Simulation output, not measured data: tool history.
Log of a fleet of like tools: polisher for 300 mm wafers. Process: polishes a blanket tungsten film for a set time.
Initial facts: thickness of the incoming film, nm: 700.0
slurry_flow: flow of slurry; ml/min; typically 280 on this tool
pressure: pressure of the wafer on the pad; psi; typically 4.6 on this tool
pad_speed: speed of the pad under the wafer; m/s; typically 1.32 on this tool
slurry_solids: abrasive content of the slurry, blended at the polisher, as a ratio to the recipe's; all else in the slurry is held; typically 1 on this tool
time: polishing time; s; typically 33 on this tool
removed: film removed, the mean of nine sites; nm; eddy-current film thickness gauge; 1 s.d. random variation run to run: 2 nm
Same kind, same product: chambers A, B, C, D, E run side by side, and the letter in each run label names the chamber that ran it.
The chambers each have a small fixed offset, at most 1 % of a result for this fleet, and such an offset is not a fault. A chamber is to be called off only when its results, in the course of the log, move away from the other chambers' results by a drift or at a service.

Run 1A, day 0.221: usual settings. Result: removed 208.12 nm.
At day 0.342: chamber A: slurry tank refilled with fresh slurry and peroxide.
At day 0.554: chamber C: slurry tank refilled with fresh slurry and peroxide.
Run 2E, day 0.562: usual settings. Result: removed 209.32 nm.
At day 0.775: chamber B: slurry nozzle cleaned.
Run 3B, day 0.85: usual settings. Result: removed 209.23 nm.
At day 0.912: chamber E: worn pad replaced by a new one.
Run 4C, day 1.075: usual settings. Result: removed 204.4 nm.
Run 5D, day 1.542: usual settings but slurry_flow 215 ml/min. Result: removed 204.26 nm.
At day 1.583: chamber E: slurry tank refilled with fresh slurry and peroxide.
At day 1.688: chamber A: worn pad replaced by a new one.
At day 1.9: chamber B: worn pad replaced by a new one.
Run 6D, day 1.917: usual settings but slurry_flow 215 ml/min. Result: removed 200.38 nm.
At day 1.992: chamber B: slurry tank refilled with fresh slurry and peroxide.
At day 2.004: chamber D: worn pad replaced by a new one.
Run 7A, day 2.196: usual settings but slurry_flow 215 ml/min. Result: removed 203.88 nm.
Run 8C, day 2.438: usual settings but slurry_flow 215 ml/min. Result: removed 202.64 nm.
At day 2.675: chamber C: slurry tank refilled with fresh slurry and peroxide.
At day 2.721: chamber D: slurry blender recalibrated.
Run 9E, day 2.804: usual settings but slurry_flow 215 ml/min. Result: removed 202.88 nm.
Run 10B, day 3.246: usual settings. Result: removed 214.07 nm.
At day 3.388: chamber D: slurry tank refilled with fresh slurry and peroxide.
At day 3.475: chamber E: worn pad replaced by a new one.
Run 11E, day 3.646: usual settings but pad_speed 0.96 m/s. Result: removed 151.57 nm.
At day 3.971: chamber E: head pressure recalibrated.
At day 4.004: chamber E: slurry tank refilled with fresh slurry and peroxide.
At day 4.008: chamber A: worn pad replaced by a new one.
Run 12D, day 4.104: usual settings but pad_speed 0.96 m/s. Result: removed 152.26 nm.
Run 13B, day 4.562: usual settings but pad_speed 0.96 m/s. Result: removed 150.47 nm.
At day 4.662: chamber D: worn pad replaced by a new one.
At day 4.854: chamber A: slurry tank refilled with fresh slurry and peroxide.
At day 4.871: chamber C: slurry tank refilled with fresh slurry and peroxide.
Run 14C, day 5.021: usual settings but pad_speed 0.96 m/s. Result: removed 147.53 nm.
At day 5.3: chamber B: worn pad replaced by a new one.
Run 15A, day 5.35: usual settings but pad_speed 0.96 m/s. Result: removed 153.75 nm.
At day 5.567: chamber E: worn pad replaced by a new one.
Run 16A, day 5.696: usual settings. Result: removed 205.46 nm.
Run 17D, day 5.921: usual settings. Result: removed 208.78 nm.
At day 6.021: chamber E: slurry tank refilled with fresh slurry and peroxide.
Run 18E, day 6.333: usual settings. Result: removed 206.91 nm.
At day 6.362: chamber A: worn pad replaced by a new one.
At day 6.712: chamber D: worn pad replaced by a new one.
Run 19B, day 6.721: usual settings but pad_speed 1.6 m/s. Result: removed 255.61 nm.
At day 6.908: chamber C: slurry tank refilled with fresh slurry and peroxide.
At day 7.033: chamber B: slurry tank refilled with fresh slurry and peroxide.
Run 20C, day 7.138: usual settings but pad_speed 1.6 m/s. Result: removed 241.16 nm.
At day 7.212: chamber D: slurry tank refilled with fresh slurry and peroxide.
Run 21E, day 7.562: usual settings but pad_speed 1.6 m/s. Result: removed 250.11 nm.
Run 22A, day 7.783: usual settings but pad_speed 1.6 m/s. Result: removed 249.26 nm.
At day 8.133: chamber B: worn pad replaced by a new one.
At day 8.138: chamber E: worn pad replaced by a new one.
Run 23D, day 8.204: usual settings but pad_speed 1.6 m/s. Result: removed 246.82 nm.
At day 8.458: chamber E: slurry blender recalibrated.
At day 8.567: chamber E: slurry tank refilled with fresh slurry and peroxide.
At day 8.679: chamber B: slurry blender recalibrated.
Run 24B, day 8.683: usual settings. Result: removed 204.97 nm.
At day 8.708: chamber A: worn pad replaced by a new one.
At day 8.854: chamber A: slurry tank refilled with fresh slurry and peroxide.
Run 25C, day 9.112: usual settings but slurry_solids 1.2. Result: removed 204.14 nm.
At day 9.329: chamber D: worn pad replaced by a new one.
Run 26E, day 9.396: usual settings but slurry_solids 1.2. Result: removed 217.52 nm.
At day 9.471: chamber A: slurry blender recalibrated.
At day 9.558: chamber C: slurry tank refilled with fresh slurry and peroxide.
Run 27B, day 9.712: usual settings but slurry_solids 1.2. Result: removed 217.4 nm.
Run 28D, day 9.95: usual settings but slurry_solids 1.2. Result: removed 215 nm.
At day 10.292: chamber C: slurry nozzle cleaned.
Run 29A, day 10.317: usual settings but slurry_solids 1.2. Result: removed 215.37 nm.
Run 30C, day 10.575: usual settings but slurry_flow 230 ml/min, slurry_solids 0.75. Result: removed 178.32 nm.
Run 31B, day 10.879: usual settings but slurry_flow 230 ml/min, slurry_solids 0.75. Result: removed 191.28 nm.
At day 11.2: chamber A: worn pad replaced by a new one.
Run 32A, day 11.208: usual settings but slurry_flow 230 ml/min, slurry_solids 0.75. Result: removed 191.76 nm.
Run 33C, day 11.683: usual settings but slurry_flow 230 ml/min, slurry_solids 0.75. Result: removed 172.42 nm.

Is one chamber out of step, is the gauge drifting, or do the chambers differ by no more than their own small offsets? For an off chamber, give its letter and the likeliest cause.

One chamber, C, drifts off from the rest bit by bit.
Cause: removal rate lost through wear of the pad, % = 8.42.
Not necessarily distinguishable in this log from: head's pressure below its setpoint, %; abrasive missing from the slurry, %.

Below are 4 candidate recipes for chamber C's next run, each the usual settings with a change, their results shown as question marks. Which of them brings C's results back in line with what the other chambers give on the usual settings?
A result is in line if it is within this distance of the other chambers' mean on the usual settings: removed 7 nm
Run 34C-1, day 12.029: usual settings but pressure 4.5 psi, pad_speed 1.28 m/s, time 32 s. Result: removed ?.
Run 34C-2, day 12.029: usual settings but pressure 4.7 psi, pad_speed 1.36 m/s, time 34 s. Result: removed ?.
Run 34C-3, day 12.029: usual settings but pressure 4.4 psi, pad_speed 1.26 m/s, time 31 s. Result: removed ?.
Run 34C-4, day 12.029: usual settings but pressure 5.3 psi, slurry_solids 1.05. Result: removed ?.

On the usual settings, the other chambers give on average: removed 207.57 nm
  run  removed
34C-1   174.78
34C-2   205.92
34C-3   163.03
34C-4   220.96
The right change is 34C-2: it brings the chamber back within the allowed miss of the others.
